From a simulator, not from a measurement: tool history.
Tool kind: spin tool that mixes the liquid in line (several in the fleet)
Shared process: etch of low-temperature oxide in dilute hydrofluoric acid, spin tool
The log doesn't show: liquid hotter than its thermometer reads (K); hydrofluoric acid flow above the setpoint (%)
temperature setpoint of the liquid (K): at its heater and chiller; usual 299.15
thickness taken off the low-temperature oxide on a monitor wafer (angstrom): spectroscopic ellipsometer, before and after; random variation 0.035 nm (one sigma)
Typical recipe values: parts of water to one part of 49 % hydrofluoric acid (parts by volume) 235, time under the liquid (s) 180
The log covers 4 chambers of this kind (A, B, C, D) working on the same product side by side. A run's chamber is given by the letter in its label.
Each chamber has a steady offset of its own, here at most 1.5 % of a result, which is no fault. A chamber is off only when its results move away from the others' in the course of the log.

run	hour	temperature setpoint of the liquid (K)	parts of water to one part of 49 % hydrofluoric acid (parts by volume)	time under the liquid (s)	hours since the thermometer was replaced	hours since the hydrofluoric acid flow meter was replaced	read-back film thickness of the low-temperature oxide reference wafer, read on the same gauge (nm)	thickness taken off the low-temperature oxide on a monitor wafer (angstrom)
1D	6.5	299.15	235	180	139.4	490.2	100.02	78.868
2C	13.5	299.15	235	180	1778.8	461.1	99.964	77.994
3A	24.5	299.15	235	180	829.6	99.9	99.993	79.409
4B	39.1	299.15	235	180	331.6	812.4	100.02	80.302
5C	53.6	299.15	235	180	1818.9	501.2	99.987	77.838
6A	67.5	294.65	135	180	872.6	142.9	100.03	131.44
7D	80.2	294.65	135	180	213.1	563.9	99.952	129.44
8B	87.2	294.65	135	180	379.7	860.5	99.976	131.83
9A	95.6	294.65	135	180	900.7	171	100.03	132.31
10B	104.7	299.15	235	180	397.2	878	100.02	79.92
11C	112.6	299.15	235	180	1877.9	560.2	100.05	78.523
12D	119.3	299.15	235	180	252.2	603	99.965	79.019
13A	128.5	299.15	235	180	933.6	203.9	99.985	79.679
# hour 136.6: chamber C: thermometer replaced
14B	141.5	299.15	235	180	434	914.8	99.989	79.686
15C	148.8	299.15	235	180	12.3	596.4	99.984	78.154
16D	155.2	299.15	235	180	288.1	638.9	99.944	79.451
17B	161.8	299.15	235	180	454.3	935.1	99.97	79.827
18C	169.3	299.15	235	180	32.8	616.9	100.02	78.179
19D	176.1	299.15	235	180	309	659.8	100.03	79.305
20A	189.2	299.15	145	230	994.3	264.6	100.03	187.4
21B	195.8	299.15	145	230	488.3	969.1	100.02	182.75
22D	202.3	299.15	145	230	335.2	686	100	178.93
23C	214.9	299.15	145	230	78.4	662.5	99.991	176.75
24A	226.9	299.15	235	180	1032	302.3	99.991	82
25A	234.3	299.15	235	180	1039.4	309.7	100.05	82.444
26D	247.2	299.15	235	180	380.1	730.9	100	79.061
27C	260	299.15	235	180	123.5	707.6	99.981	77.985
28B	273.1	299.15	130	180	565.6	1046.4	99.966	163.06
# hour 275: chamber C: hydrofluoric acid flow meter replaced
29B	282	299.15	130	180	574.5	1055.3	99.967	161.88
30A	296.3	299.15	130	180	1101.4	371.7	100.03	171.82
31C	310.3	299.15	130	180	173.8	35.4	100.02	156.76
32D	319.9	299.15	235	180	452.8	803.6	100.05	78.948
33A	334.2	299.15	235	180	1139.3	409.6	100.01	85.046

Decide between three cases: one chamber stands off from its peers, the gauge reading all wafers drifts, or nothing is wrong past each chamber's small offset. Where a chamber is off, say which and what most likely put it there.

One chamber, A, drifts off from the rest bit by bit.
Most likely cause: liquid hotter than its thermometer reads (K) = 1.87.
The log may not separate it from: hydrofluoric acid flow above the setpoint (%).

Chamber A could run next with any of the 4 candidate recipes listed below; each alters the usual settings, and their results appear as question marks. Which one brings its results back in line with what the other chambers deliver on the usual settings?
In-line tolerance around the mean of the other chambers on the usual settings: thickness taken off the low-temperature oxide on a monitor wafer (angstrom) 1.2
34A-1	344.7	299.15	250	180				?
34A-2	344.7	298.15	235	180				?
34A-3	344.7	299.15	235	195				?
34A-4	344.7	300.15	235	180				?

What the other chambers average on the usual settings: thickness taken off the low-temperature oxide on a monitor wafer (angstrom) 78.889
run	thickness taken off the low-temperature oxide on a monitor wafer (angstrom)
34A-1	78.322
34A-2	81.845
34A-3	91.833
34A-4	87.761
With 34A-1, the chamber falls back in line with the rest.
